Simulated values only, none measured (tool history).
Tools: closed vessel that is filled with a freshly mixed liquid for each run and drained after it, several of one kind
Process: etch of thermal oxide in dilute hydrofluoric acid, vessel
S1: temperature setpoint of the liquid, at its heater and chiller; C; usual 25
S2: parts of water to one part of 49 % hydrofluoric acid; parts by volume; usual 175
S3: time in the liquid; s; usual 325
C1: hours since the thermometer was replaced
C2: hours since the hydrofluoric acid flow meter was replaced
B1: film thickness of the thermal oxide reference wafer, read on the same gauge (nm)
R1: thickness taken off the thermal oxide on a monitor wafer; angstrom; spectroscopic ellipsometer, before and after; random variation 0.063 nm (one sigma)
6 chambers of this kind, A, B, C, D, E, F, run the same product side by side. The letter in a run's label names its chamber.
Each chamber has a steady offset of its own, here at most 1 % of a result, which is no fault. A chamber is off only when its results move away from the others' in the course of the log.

run 1E hour=4.3 | S1=25 S2=175 S3=325 | C1=604.2 C2=446.5 | B1=150 | R1=81.662
run 2C hour=9.4 | S1=25 S2=175 S3=325 | C1=574.4 C2=1329.4 | B1=149.99 | R1=79.667
run 3D hour=13.8 | S1=25 S2=175 S3=325 | C1=952.8 C2=536.4 | B1=149.99 | R1=80.677
run 4A hour=19.2 | S1=25 S2=175 S3=325 | C1=699.1 C2=288.9 | B1=150.02 | R1=80.905
run 5F hour=22.8 | S1=23 S2=175 S3=325 | C1=64.6 C2=106 | B1=150.02 | R1=76.12
run 6B hour=25.3 | S1=23 S2=175 S3=325 | C1=1384.9 C2=912 | B1=150.01 | R1=75.483
run 7D hour=28.7 | S1=23 S2=175 S3=325 | C1=967.7 C2=551.3 | B1=150 | R1=74.748
run 8E hour=34.4 | S1=23 S2=175 S3=325 | C1=634.3 C2=476.6 | B1=149.99 | R1=75.57
run 9A hour=39.8 | S1=23 S2=175 S3=325 | C1=719.7 C2=309.5 | B1=150.03 | R1=76.166
run 10C hour=45.4 | S1=23 S2=175 S3=325 | C1=610.4 C2=1365.4 | B1=149.97 | R1=74.832
run 11F hour=49.1 | S1=25 S2=175 S3=325 | C1=90.9 C2=132.3 | B1=150.01 | R1=82.221
run 12B hour=52.3 | S1=25 S2=175 S3=325 | C1=1411.9 C2=939 | B1=150.02 | R1=82.804
run 13B hour=57.4 | S1=25 S2=175 S3=325 | C1=1417 C2=944.1 | B1=150.05 | R1=83.107
run 14C hour=61.2 | S1=25 S2=175 S3=325 | C1=626.2 C2=1381.2 | B1=150 | R1=81.7
run 15D hour=64 | S1=25 S2=175 S3=325 | C1=1003 C2=586.6 | B1=150 | R1=82.262
run 16A hour=69.3 | S1=25 S2=175 S3=325 | C1=749.2 C2=339 | B1=149.95 | R1=81.481
run 17F hour=73.4 | S1=25 S2=175 S3=325 | C1=115.2 C2=156.6 | B1=149.99 | R1=81.178
run 18E hour=79.1 | S1=25 S2=175 S3=325 | C1=679 C2=521.3 | B1=150.01 | R1=81.046
run 19E hour=82.6 | S1=25 S2=175 S3=325 | C1=682.5 C2=524.8 | B1=150.03 | R1=83.157
run 20A hour=85.7 | S1=29 S2=250 S3=325 | C1=765.6 C2=355.4 | B1=150.03 | R1=60.466
run 21C hour=89.3 | S1=29 S2=250 S3=325 | C1=654.3 C2=1409.3 | B1=150 | R1=60.145
run 22D hour=91.9 | S1=29 S2=250 S3=325 | C1=1030.9 C2=614.5 | B1=150.02 | R1=61.999
run 23B hour=97.6 | S1=29 S2=250 S3=325 | C1=1457.2 C2=984.3 | B1=150.03 | R1=60.775
run 24F hour=101.1 | S1=29 S2=250 S3=325 | C1=142.9 C2=184.3 | B1=149.99 | R1=60.698
run 25C hour=105.5 | S1=29 S2=250 S3=325 | C1=670.5 C2=1425.5 | B1=150.04 | R1=59.557
run 26F hour=110.7 | S1=25 S2=175 S3=325 | C1=152.5 C2=193.9 | B1=149.99 | R1=81.634
run 27A hour=115.7 | S1=25 S2=175 S3=325 | C1=795.6 C2=385.4 | B1=150.02 | R1=81.292
run 28E hour=120.4 | S1=25 S2=260 S3=215 | C1=720.3 C2=562.6 | B1=149.99 | R1=32.722
run 29D hour=126 | S1=25 S2=260 S3=215 | C1=1065 C2=648.6 | B1=150 | R1=34.909
run 30B hour=129.4 | S1=25 S2=260 S3=215 | C1=1489 C2=1016.1 | B1=150.04 | R1=33.21
run 31D hour=134.7 | S1=25 S2=260 S3=215 | C1=1073.7 C2=657.3 | B1=150 | R1=35.104
run 32F hour=138.2 | S1=25 S2=260 S3=215 | C1=180 C2=221.4 | B1=150.02 | R1=33.513
run 33B hour=143.9 | S1=25 S2=260 S3=215 | C1=1503.5 C2=1030.6 | B1=150 | R1=32.944
run 34C hour=147.4 | S1=25 S2=175 S3=325 | C1=712.4 C2=1467.4 | B1=150.02 | R1=80.939
run 35A hour=152.9 | S1=25 S2=175 S3=325 | C1=832.8 C2=422.6 | B1=150.01 | R1=81.312
run 36E hour=157.3 | S1=25 S2=175 S3=325 | C1=757.2 C2=599.5 | B1=150.07 | R1=81.381
run 37C hour=162.7 | S1=25 S2=175 S3=325 | C1=727.7 C2=1482.7 | B1=149.94 | R1=81.794
run 38D hour=165.5 | S1=25 S2=175 S3=325 | C1=1104.5 C2=688.1 | B1=149.99 | R1=86.268
run 39B hour=169.8 | S1=25 S2=205 S3=325 | C1=1529.4 C2=1056.5 | B1=149.97 | R1=68.106
run 40A hour=172.7 | S1=25 S2=205 S3=325 | C1=852.6 C2=442.4 | B1=149.96 | R1=66.812
run 41F hour=177 | S1=25 S2=205 S3=325 | C1=218.8 C2=260.2 | B1=150 | R1=67.575

What goes on in this fleet: one chamber off, a drifting gauge, or nothing beyond the chambers' own small offsets? Name the chamber and the cause, if any.

Chamber D drifts away from the others.
Cause: hydrofluoric acid flow above the setpoint (%) = 7.04.
The log may not tell that from: liquid hotter than its thermometer reads (K).

Here are 4 candidates for chamber D's next run, each the usual settings with a change, their results left as question marks. Which one brings its results back in line with what the others give on the usual settings?
In line means no further than this from the other chambers' mean on the usual settings: R1 2.2 angstrom
run 42D-1 hour=181.2 | S1=25 S2=175 S3=320 | R1=?
run 42D-2 hour=181.2 | S1=25 S2=175 S3=330 | R1=?
run 42D-3 hour=181.2 | S1=25 S2=180 S3=315 | R1=?
run 42D-4 hour=181.2 | S1=25 S2=165 S3=325 | R1=?

The other chambers' mean on the usual settings: R1 81.577 angstrom
run=42D-1 R1=86.547
run=42D-2 R1=89.252
run=42D-3 R1=82.404
run=42D-4 R1=94.195
42D-3 brings the chamber back in line.

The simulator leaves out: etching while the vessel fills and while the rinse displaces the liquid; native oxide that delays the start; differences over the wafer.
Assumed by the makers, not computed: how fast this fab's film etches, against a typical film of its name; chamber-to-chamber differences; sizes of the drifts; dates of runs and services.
